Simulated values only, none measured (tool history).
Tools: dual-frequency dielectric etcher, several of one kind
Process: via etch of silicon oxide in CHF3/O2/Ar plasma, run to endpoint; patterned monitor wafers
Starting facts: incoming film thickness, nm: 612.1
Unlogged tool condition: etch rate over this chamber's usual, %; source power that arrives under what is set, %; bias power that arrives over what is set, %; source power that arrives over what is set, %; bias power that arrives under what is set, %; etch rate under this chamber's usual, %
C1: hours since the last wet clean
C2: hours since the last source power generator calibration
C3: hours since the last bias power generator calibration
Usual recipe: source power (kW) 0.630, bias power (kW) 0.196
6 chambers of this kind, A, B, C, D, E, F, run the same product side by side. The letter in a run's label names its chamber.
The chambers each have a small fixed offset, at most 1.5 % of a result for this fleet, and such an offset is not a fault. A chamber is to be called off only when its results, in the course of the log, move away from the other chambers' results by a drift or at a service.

{"run": "1E", "hour": 7.7, "source power (kW)": 0.63, "bias power (kW)": 0.196, "C1": 36.6, "C2": 1866.0, "C3": 1962.5, "endpoint time (s)": 294.08}
{"hour": 9.1, "done": "chamber C: source power generator calibrated"}
{"run": "2D", "hour": 23.9, "source power (kW)": 0.63, "bias power (kW)": 0.196, "C1": 357.4, "C2": 1204.0, "C3": 1979.1, "endpoint time (s)": 296.54}
{"hour": 26.5, "done": "chamber A: wet clean of the chamber"}
{"hour": 33.6, "done": "chamber C: wet clean of the chamber"}
{"run": "3F", "hour": 34.4, "source power (kW)": 0.63, "bias power (kW)": 0.196, "C1": 457.5, "C2": 1178.1, "C3": 1702.9, "endpoint time (s)": 293.13}
{"hour": 47.0, "done": "chamber F: wet clean of the chamber"}
{"run": "4A", "hour": 47.6, "source power (kW)": 0.63, "bias power (kW)": 0.196, "C1": 21.1, "C2": 1772.1, "C3": 329.0, "endpoint time (s)": 296.94}
{"run": "5C", "hour": 59.3, "source power (kW)": 0.63, "bias power (kW)": 0.196, "C1": 25.8, "C2": 50.3, "C3": 2434.8, "endpoint time (s)": 290.34}
{"hour": 61.0, "done": "chamber B: wet clean of the chamber"}
{"hour": 69.1, "done": "chamber E: bias power generator calibrated"}
{"run": "6B", "hour": 69.5, "source power (kW)": 0.63, "bias power (kW)": 0.196, "C1": 8.5, "C2": 456.2, "C3": 1026.1, "endpoint time (s)": 297.4}
{"run": "7C", "hour": 78.7, "source power (kW)": 0.63, "bias power (kW)": 0.196, "C1": 45.2, "C2": 69.7, "C3": 2454.2, "endpoint time (s)": 290.49}
{"hour": 82.0, "done": "chamber D: bias power generator calibrated"}
{"run": "8D", "hour": 86.0, "source power (kW)": 0.63, "bias power (kW)": 0.196, "C1": 419.5, "C2": 1266.1, "C3": 4.1, "endpoint time (s)": 293.48}
{"run": "9B", "hour": 99.8, "source power (kW)": 0.63, "bias power (kW)": 0.196, "C1": 38.8, "C2": 486.5, "C3": 1056.4, "endpoint time (s)": 296.38}
{"run": "10E", "hour": 112.4, "source power (kW)": 0.63, "bias power (kW)": 0.196, "C1": 141.3, "C2": 1970.7, "C3": 43.4, "endpoint time (s)": 296.77}
{"run": "11A", "hour": 128.9, "source power (kW)": 0.63, "bias power (kW)": 0.196, "C1": 102.4, "C2": 1853.4, "C3": 410.3, "endpoint time (s)": 296.93}
{"run": "12F", "hour": 145.6, "source power (kW)": 0.73, "bias power (kW)": 0.153, "C1": 98.7, "C2": 1289.3, "C3": 1814.1, "endpoint time (s)": 303.54}
{"run": "13C", "hour": 156.9, "source power (kW)": 0.73, "bias power (kW)": 0.153, "C1": 123.4, "C2": 147.9, "C3": 2532.4, "endpoint time (s)": 299.4}
{"run": "14A", "hour": 172.8, "source power (kW)": 0.73, "bias power (kW)": 0.153, "C1": 146.3, "C2": 1897.3, "C3": 454.2, "endpoint time (s)": 302.37}
{"run": "15B", "hour": 188.6, "source power (kW)": 0.73, "bias power (kW)": 0.153, "C1": 127.6, "C2": 575.3, "C3": 1145.2, "endpoint time (s)": 302.61}
{"run": "16F", "hour": 202.6, "source power (kW)": 0.73, "bias power (kW)": 0.153, "C1": 155.7, "C2": 1346.3, "C3": 1871.1, "endpoint time (s)": 302.56}
{"hour": 207.6, "done": "chamber D: wet clean of the chamber"}
{"run": "17D", "hour": 215.6, "source power (kW)": 0.73, "bias power (kW)": 0.153, "C1": 8.1, "C2": 1395.7, "C3": 133.7, "endpoint time (s)": 304.04}
{"run": "18E", "hour": 223.4, "source power (kW)": 0.63, "bias power (kW)": 0.196, "C1": 252.3, "C2": 2081.7, "C3": 154.4, "endpoint time (s)": 295.89}
{"run": "19C", "hour": 237.9, "source power (kW)": 0.68, "bias power (kW)": 0.221, "C1": 204.4, "C2": 228.9, "C3": 2613.4, "endpoint time (s)": 274.23}
{"run": "20A", "hour": 253.1, "source power (kW)": 0.68, "bias power (kW)": 0.221, "C1": 226.6, "C2": 1977.6, "C3": 534.5, "endpoint time (s)": 276.83}
{"run": "21B", "hour": 263.9, "source power (kW)": 0.68, "bias power (kW)": 0.221, "C1": 202.9, "C2": 650.6, "C3": 1220.5, "endpoint time (s)": 275.8}
{"run": "22E", "hour": 272.1, "source power (kW)": 0.68, "bias power (kW)": 0.221, "C1": 301.0, "C2": 2130.4, "C3": 203.1, "endpoint time (s)": 277.2}
{"run": "23F", "hour": 283.8, "source power (kW)": 0.68, "bias power (kW)": 0.221, "C1": 236.9, "C2": 1427.5, "C3": 1952.3, "endpoint time (s)": 275.33}
{"run": "24D", "hour": 294.9, "source power (kW)": 0.68, "bias power (kW)": 0.221, "C1": 87.4, "C2": 1475.0, "C3": 213.0, "endpoint time (s)": 275.36}
{"run": "25A", "hour": 309.4, "source power (kW)": 0.63, "bias power (kW)": 0.196, "C1": 282.9, "C2": 2033.9, "C3": 590.8, "endpoint time (s)": 294.36}
{"run": "26C", "hour": 324.0, "source power (kW)": 0.63, "bias power (kW)": 0.196, "C1": 290.5, "C2": 315.0, "C3": 2699.5, "endpoint time (s)": 293.35}
{"hour": 331.4, "done": "chamber E: wet clean of the chamber"}
{"run": "27F", "hour": 340.6, "source power (kW)": 0.63, "bias power (kW)": 0.196, "C1": 293.7, "C2": 1484.3, "C3": 2009.1, "endpoint time (s)": 296.09}
{"run": "28E", "hour": 351.4, "source power (kW)": 0.63, "bias power (kW)": 0.196, "C1": 20.0, "C2": 2209.7, "C3": 282.4, "endpoint time (s)": 307.86}
{"run": "29D", "hour": 361.6, "source power (kW)": 0.63, "bias power (kW)": 0.196, "C1": 154.1, "C2": 1541.7, "C3": 279.7, "endpoint time (s)": 297.07}
{"run": "30B", "hour": 369.3, "source power (kW)": 0.63, "bias power (kW)": 0.196, "C1": 308.3, "C2": 756.0, "C3": 1325.9, "endpoint time (s)": 293.98}
{"run": "31C", "hour": 382.1, "source power (kW)": 0.63, "bias power (kW)": 0.196, "C1": 348.6, "C2": 373.1, "C3": 2757.6, "endpoint time (s)": 291.42}
{"run": "32E", "hour": 397.5, "source power (kW)": 0.63, "bias power (kW)": 0.196, "C1": 66.1, "C2": 2255.8, "C3": 328.5, "endpoint time (s)": 306.2}
{"run": "33A", "hour": 411.4, "source power (kW)": 0.63, "bias power (kW)": 0.196, "C1": 384.9, "C2": 2135.9, "C3": 692.8, "endpoint time (s)": 297.98}
{"run": "34B", "hour": 422.8, "source power (kW)": 0.63, "bias power (kW)": 0.196, "C1": 361.8, "C2": 809.5, "C3": 1379.4, "endpoint time (s)": 295.95}
{"hour": 428.5, "done": "chamber E: source power generator calibrated"}
{"run": "35F", "hour": 433.9, "source power (kW)": 0.63, "bias power (kW)": 0.196, "C1": 387.0, "C2": 1577.6, "C3": 2102.4, "endpoint time (s)": 292.4}
{"run": "36D", "hour": 446.9, "source power (kW)": 0.63, "bias power (kW)": 0.196, "C1": 239.4, "C2": 1627.0, "C3": 365.0, "endpoint time (s)": 295.44}
{"run": "37A", "hour": 458.9, "source power (kW)": 0.63, "bias power (kW)": 0.196, "C1": 432.4, "C2": 2183.4, "C3": 740.3, "endpoint time (s)": 296.42}
{"run": "38C", "hour": 467.2, "source power (kW)": 0.63, "bias power (kW)": 0.181, "C1": 433.7, "C2": 458.2, "C3": 2842.7, "endpoint time (s)": 297.02}
{"run": "39E", "hour": 474.7, "source power (kW)": 0.63, "bias power (kW)": 0.181, "C1": 143.3, "C2": 46.2, "C3": 405.7, "endpoint time (s)": 317.2}
{"run": "40B", "hour": 488.8, "source power (kW)": 0.63, "bias power (kW)": 0.181, "C1": 427.8, "C2": 875.5, "C3": 1445.4, "endpoint time (s)": 304.82}
{"run": "41D", "hour": 502.2, "source power (kW)": 0.63, "bias power (kW)": 0.181, "C1": 294.7, "C2": 1682.3, "C3": 420.3, "endpoint time (s)": 301.16}
{"run": "42F", "hour": 511.4, "source power (kW)": 0.63, "bias power (kW)": 0.181, "C1": 464.5, "C2": 1655.1, "C3": 2179.9, "endpoint time (s)": 300.45}

Decide between three cases: one chamber stands off from its peers, the gauge reading all wafers drifts, or nothing is wrong past each chamber's small offset. Where a chamber is off, say which and what most likely put it there.

The work done on chamber E during a service left it standing apart from the others.
What lies behind it: etch rate under this chamber's usual, % = 3.4.

Chamber E could run next with any of the 4 candidate recipes listed below; each alters the usual settings, and their results appear as question marks. Which one brings its results back in line with what the other chambers deliver on the usual settings?
In line means no further than this from the other chambers' mean on the usual settings: endpoint time (s) 5.10
{"run": "43E-1", "hour": 523.4, "source power (kW)": 0.7, "bias power (kW)": 0.215, "endpoint time (s)": "?"}
{"run": "43E-2", "hour": 523.4, "source power (kW)": 0.67, "bias power (kW)": 0.206, "endpoint time (s)": "?"}
{"run": "43E-3", "hour": 523.4, "source power (kW)": 0.56, "bias power (kW)": 0.177, "endpoint time (s)": "?"}
{"run": "43E-4", "hour": 523.4, "source power (kW)": 0.63, "bias power (kW)": 0.174, "endpoint time (s)": "?"}

On the usual settings, the other chambers give on average: endpoint time (s) 295.08
run=43E-1 endpoint_time_(s)=284.48
run=43E-2 endpoint_time_(s)=293.55
run=43E-3 endpoint_time_(s)=331.04
run=43E-4 endpoint_time_(s)=318.20
Change 43E-2 lands the chamber within the allowed miss of the other chambers.
